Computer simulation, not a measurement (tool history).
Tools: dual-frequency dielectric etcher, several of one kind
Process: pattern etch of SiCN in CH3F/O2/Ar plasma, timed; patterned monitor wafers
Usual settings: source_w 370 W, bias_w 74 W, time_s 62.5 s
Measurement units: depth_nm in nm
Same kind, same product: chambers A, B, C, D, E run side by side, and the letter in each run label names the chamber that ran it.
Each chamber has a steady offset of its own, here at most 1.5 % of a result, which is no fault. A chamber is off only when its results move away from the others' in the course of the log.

| run | day | source_w | bias_w | time_s | hours since the last wet clean | hours since the last source power generator calibration | hours since the last bias power generator calibration | read-back reference wafer on the same gauge, depth_nm | depth_nm |
|---|---|---|---|---|---|---|---|---|---|
| 1B | 0.350 | 370 | 74 | 62.5 | 151.6 | 2060.0 | 1614.5 | 24.607 | 23.196 |
| 2C | 0.554 | 370 | 74 | 62.5 | 14.4 | 2327.7 | 60.7 | 24.590 | 23.284 |
| 3D | 0.883 | 370 | 74 | 62.5 | 273.5 | 1662.3 | 1039.3 | 24.604 | 22.884 |
| 4A | 1.233 | 370 | 74 | 62.5 | 264.9 | 3307.9 | 1301.4 | 24.607 | 22.852 |
| 5E | 1.538 | 370 | 74 | 62.5 | 281.1 | 1554.8 | 1761.7 | 24.604 | 22.613 |
| 6A | 1.912 | 370 | 74 | 62.5 | 281.2 | 3324.2 | 1317.7 | 24.599 | 22.968 |
| 7D | 2.167 | 370 | 74 | 62.5 | 304.3 | 1693.1 | 1070.1 | 24.591 | 22.963 |
| 8B | 2.354 | 370 | 74 | 62.5 | 199.7 | 2108.1 | 1662.6 | 24.608 | 23.134 |
| 9E | 2.683 | 370 | 74 | 62.5 | 308.6 | 1582.3 | 1789.2 | 24.597 | 22.728 |
| 10C | 3.033 | 370 | 74 | 62.5 | 73.9 | 2387.2 | 120.2 | 24.608 | 23.368 |
| 11C | 3.221 | 370 | 74 | 62.5 | 78.4 | 2391.7 | 124.7 | 24.598 | 23.440 |
| 12B | 3.467 | 370 | 74 | 62.5 | 226.4 | 2134.8 | 1689.3 | 24.605 | 23.318 |
| 13D | 3.796 | 370 | 74 | 62.5 | 343.4 | 1732.2 | 1109.2 | 24.596 | 22.907 |
| 14A | 3.988 | 370 | 74 | 62.5 | 331.0 | 3374.0 | 1367.5 | 24.597 | 22.764 |
| 15E | 4.312 | 370 | 74 | 62.5 | 347.7 | 1621.4 | 1828.3 | 24.604 | 22.651 |
| 16C | 4.600 | 370 | 74 | 62.5 | 111.5 | 2424.8 | 157.8 | 24.598 | 23.365 |
| 17D | 4.942 | 370 | 74 | 62.5 | 370.9 | 1759.7 | 1136.7 | 24.593 | 22.893 |
| 18B | 5.304 | 370 | 74 | 62.5 | 270.5 | 2178.9 | 1733.4 | 24.610 | 23.527 |
| 19E | 5.562 | 370 | 74 | 62.5 | 377.7 | 1651.4 | 1858.3 | 24.609 | 22.687 |
| 20A | 5.929 | 370 | 74 | 62.5 | 377.6 | 3420.6 | 1414.1 | 24.597 | 22.821 |
| 21C | 6.204 | 370 | 74 | 62.5 | 150.0 | 2463.3 | 196.3 | 24.591 | 23.312 |
| 22B | 6.550 | 370 | 74 | 62.5 | 300.4 | 2208.8 | 1763.3 | 24.605 | 23.518 |
| 23A | 6.754 | 370 | 74 | 62.5 | 397.4 | 3440.4 | 1433.9 | 24.598 | 22.948 |
|  | 6.783 | chamber E: wet clean of the chamber |
| 24D | 6.992 | 370 | 74 | 62.5 | 420.1 | 1808.9 | 1185.9 | 24.587 | 22.958 |
| 25E | 7.179 | 370 | 74 | 62.5 | 9.6 | 1690.2 | 1897.1 | 24.613 | 22.683 |
| 26B | 7.542 | 370 | 74 | 62.5 | 324.2 | 2232.6 | 1787.1 | 24.607 | 23.628 |
| 27D | 7.825 | 370 | 74 | 62.5 | 440.1 | 1828.9 | 1205.9 | 24.594 | 23.075 |
| 28C | 8.138 | 430 | 74 | 62.5 | 196.4 | 2509.7 | 242.7 | 24.606 | 24.607 |
| 29E | 8.504 | 430 | 74 | 62.5 | 41.4 | 1722.0 | 1928.9 | 24.609 | 24.033 |
| 30A | 8.779 | 430 | 74 | 62.5 | 446.0 | 3489.0 | 1482.5 | 24.581 | 24.290 |
| 31E | 8.996 | 430 | 74 | 62.5 | 53.2 | 1733.8 | 1940.7 | 24.613 | 24.023 |
| 32D | 9.371 | 430 | 74 | 62.5 | 477.2 | 1866.0 | 1243.0 | 24.606 | 24.332 |
| 33B | 9.621 | 370 | 74 | 62.5 | 374.1 | 2282.5 | 1837.0 | 24.599 | 23.802 |
| 34C | 10.000 | 370 | 74 | 62.5 | 241.1 | 2554.4 | 287.4 | 24.601 | 23.387 |
| 35A | 10.375 | 370 | 74 | 62.5 | 484.3 | 3527.3 | 1520.8 | 24.593 | 23.028 |
| 36E | 10.688 | 370 | 74 | 62.5 | 93.8 | 1774.4 | 1981.3 | 24.599 | 22.783 |
| 37C | 11.017 | 370 | 74 | 62.5 | 265.5 | 2578.8 | 311.8 | 24.604 | 23.408 |
| 38D | 11.400 | 370 | 74 | 62.5 | 525.9 | 1914.7 | 1291.7 | 24.582 | 22.980 |

All 5 chambers run these settings next. Forecast each chamber's results:
| 39A | 11.679 | 370 | 59 | 62.5 |  |  |  |  | ? |
| 39B | 11.679 | 370 | 59 | 62.5 |  |  |  |  | ? |
| 39C | 11.679 | 370 | 59 | 62.5 |  |  |  |  | ? |
| 39D | 11.679 | 370 | 59 | 62.5 |  |  |  |  | ? |
| 39E | 11.679 | 370 | 59 | 62.5 |  |  |  |  | ? |

| run | depth_nm |
|---|---|
| 39A | 21.253 |
| 39B | 22.137 |
| 39C | 21.556 |
| 39D | 21.159 |
| 39E | 21.001 |

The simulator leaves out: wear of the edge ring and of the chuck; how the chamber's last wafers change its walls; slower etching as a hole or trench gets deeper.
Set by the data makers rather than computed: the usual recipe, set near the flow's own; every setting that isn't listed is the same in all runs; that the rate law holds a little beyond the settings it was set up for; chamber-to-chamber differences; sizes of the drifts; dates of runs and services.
